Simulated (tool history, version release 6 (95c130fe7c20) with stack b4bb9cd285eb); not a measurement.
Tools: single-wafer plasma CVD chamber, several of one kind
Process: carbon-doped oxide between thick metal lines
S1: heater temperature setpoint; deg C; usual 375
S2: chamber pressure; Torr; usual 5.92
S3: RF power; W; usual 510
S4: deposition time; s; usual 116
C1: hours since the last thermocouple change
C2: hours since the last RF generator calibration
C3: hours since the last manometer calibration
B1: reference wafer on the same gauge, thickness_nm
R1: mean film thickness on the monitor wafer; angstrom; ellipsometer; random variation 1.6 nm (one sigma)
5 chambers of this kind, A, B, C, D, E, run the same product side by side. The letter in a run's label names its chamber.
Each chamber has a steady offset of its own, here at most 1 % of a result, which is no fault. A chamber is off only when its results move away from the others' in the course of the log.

run 1A hour=4.7 | S1=375 S2=5.92 S3=510 S4=116 | C1=1071.7 C2=1949.9 C3=74.1 | B1=678.32 | R1=5698.7
-- hour=5.7 chamber B: thermocouple changed; heater temperature recalibrated
run 2E hour=10.9 | S1=375 S2=5.92 S3=510 S4=116 | C1=660.6 C2=598.2 C3=702.6 | B1=678.35 | R1=5726.5
run 3D hour=16 | S1=375 S2=5.92 S3=510 S4=116 | C1=26.9 C2=471.1 C3=477.8 | B1=677.85 | R1=5764
run 4B hour=26 | S1=375 S2=5.92 S3=510 S4=116 | C1=20.4 C2=61.3 C3=1201.7 | B1=678.07 | R1=5769.7
run 5C hour=31.2 | S1=375 S2=5.92 S3=510 S4=116 | C1=528.5 C2=1282.4 C3=786.7 | B1=677.97 | R1=5717.3
run 6A hour=37.7 | S1=375 S2=5.92 S3=510 S4=116 | C1=1104.7 C2=1982.9 C3=107.1 | B1=677.87 | R1=5736.2
run 7C hour=46.2 | S1=375 S2=5.92 S3=510 S4=116 | C1=543.5 C2=1297.4 C3=801.7 | B1=678.21 | R1=5711.4
run 8E hour=52 | S1=384 S2=5.92 S3=510 S4=116 | C1=701.7 C2=639.3 C3=743.7 | B1=678.22 | R1=5664
run 9B hour=56.8 | S1=384 S2=5.92 S3=510 S4=116 | C1=51.2 C2=92.1 C3=1232.5 | B1=678.31 | R1=5632
run 10D hour=65.2 | S1=384 S2=5.92 S3=510 S4=116 | C1=76.1 C2=520.3 C3=527 | B1=678.17 | R1=5637.7
run 11E hour=71.6 | S1=384 S2=5.92 S3=510 S4=116 | C1=721.3 C2=658.9 C3=763.3 | B1=678.73 | R1=5669.2
run 12B hour=79 | S1=384 S2=5.92 S3=510 S4=116 | C1=73.4 C2=114.3 C3=1254.7 | B1=677.79 | R1=5652.3
run 13C hour=84.9 | S1=375 S2=5.92 S3=510 S4=116 | C1=582.2 C2=1336.1 C3=840.4 | B1=677.93 | R1=5708.4
run 14D hour=91.6 | S1=375 S2=5.92 S3=510 S4=116 | C1=102.5 C2=546.7 C3=553.4 | B1=677.61 | R1=5699.1
run 15A hour=100.2 | S1=375 S2=5.92 S3=510 S4=116 | C1=1167.2 C2=2045.4 C3=169.6 | B1=677.89 | R1=5681.7
run 16A hour=107.3 | S1=375 S2=5.92 S3=510 S4=128 | C1=1174.3 C2=2052.5 C3=176.7 | B1=678.08 | R1=6335.4
run 17D hour=115.9 | S1=375 S2=5.92 S3=510 S4=128 | C1=126.8 C2=571 C3=577.7 | B1=677.96 | R1=6308.2
run 18C hour=123.9 | S1=375 S2=5.92 S3=510 S4=128 | C1=621.2 C2=1375.1 C3=879.4 | B1=677.64 | R1=6292.9
run 19B hour=132 | S1=375 S2=5.92 S3=510 S4=128 | C1=126.4 C2=167.3 C3=1307.7 | B1=678.42 | R1=6348.4
run 20E hour=141.6 | S1=375 S2=5.92 S3=510 S4=128 | C1=791.3 C2=728.9 C3=833.3 | B1=677.71 | R1=6358.5
run 21A hour=149.9 | S1=375 S2=5.92 S3=510 S4=116 | C1=1216.9 C2=2095.1 C3=219.3 | B1=678.04 | R1=5736.4
run 22D hour=155.6 | S1=375 S2=5.92 S3=510 S4=116 | C1=166.5 C2=610.7 C3=617.4 | B1=678.35 | R1=5723
run 23C hour=162.3 | S1=375 S2=5.92 S3=510 S4=116 | C1=659.6 C2=1413.5 C3=917.8 | B1=678.05 | R1=5689
run 24B hour=167.3 | S1=375 S2=5.92 S3=510 S4=133 | C1=161.7 C2=202.6 C3=1343 | B1=677.8 | R1=6585.6
run 25E hour=175.9 | S1=375 S2=5.92 S3=510 S4=133 | C1=825.6 C2=763.2 C3=867.6 | B1=677.34 | R1=6621.8
run 26C hour=185 | S1=375 S2=5.92 S3=510 S4=133 | C1=682.3 C2=1436.2 C3=940.5 | B1=678.23 | R1=6528.3
run 27B hour=193.6 | S1=375 S2=5.92 S3=510 S4=133 | C1=188 C2=228.9 C3=1369.3 | B1=678.77 | R1=6608.4
run 28A hour=202.8 | S1=375 S2=5.92 S3=510 S4=133 | C1=1269.8 C2=2148 C3=272.2 | B1=677.87 | R1=6542.5
run 29D hour=210.6 | S1=375 S2=5.92 S3=420 S4=103 | C1=221.5 C2=665.7 C3=672.4 | B1=678.06 | R1=4459.1
run 30E hour=218.7 | S1=375 S2=5.92 S3=420 S4=103 | C1=868.4 C2=806 C3=910.4 | B1=677.73 | R1=4482.7
run 31E hour=225.7 | S1=375 S2=5.92 S3=420 S4=103 | C1=875.4 C2=813 C3=917.4 | B1=677.92 | R1=4490.8

Next, every chamber runs the same settings. What will each give?
run 32A hour=232.9 | S1=375 S2=5.92 S3=510 S4=104 | R1=?
run 32B hour=232.9 | S1=375 S2=5.92 S3=510 S4=104 | R1=?
run 32C hour=232.9 | S1=375 S2=5.92 S3=510 S4=104 | R1=?
run 32D hour=232.9 | S1=375 S2=5.92 S3=510 S4=104 | R1=?
run 32E hour=232.9 | S1=375 S2=5.92 S3=510 S4=104 | R1=?

run=32A R1=5120.4
run=32B R1=5180
run=32C R1=5084.6
run=32D R1=5147.4
run=32E R1=5172
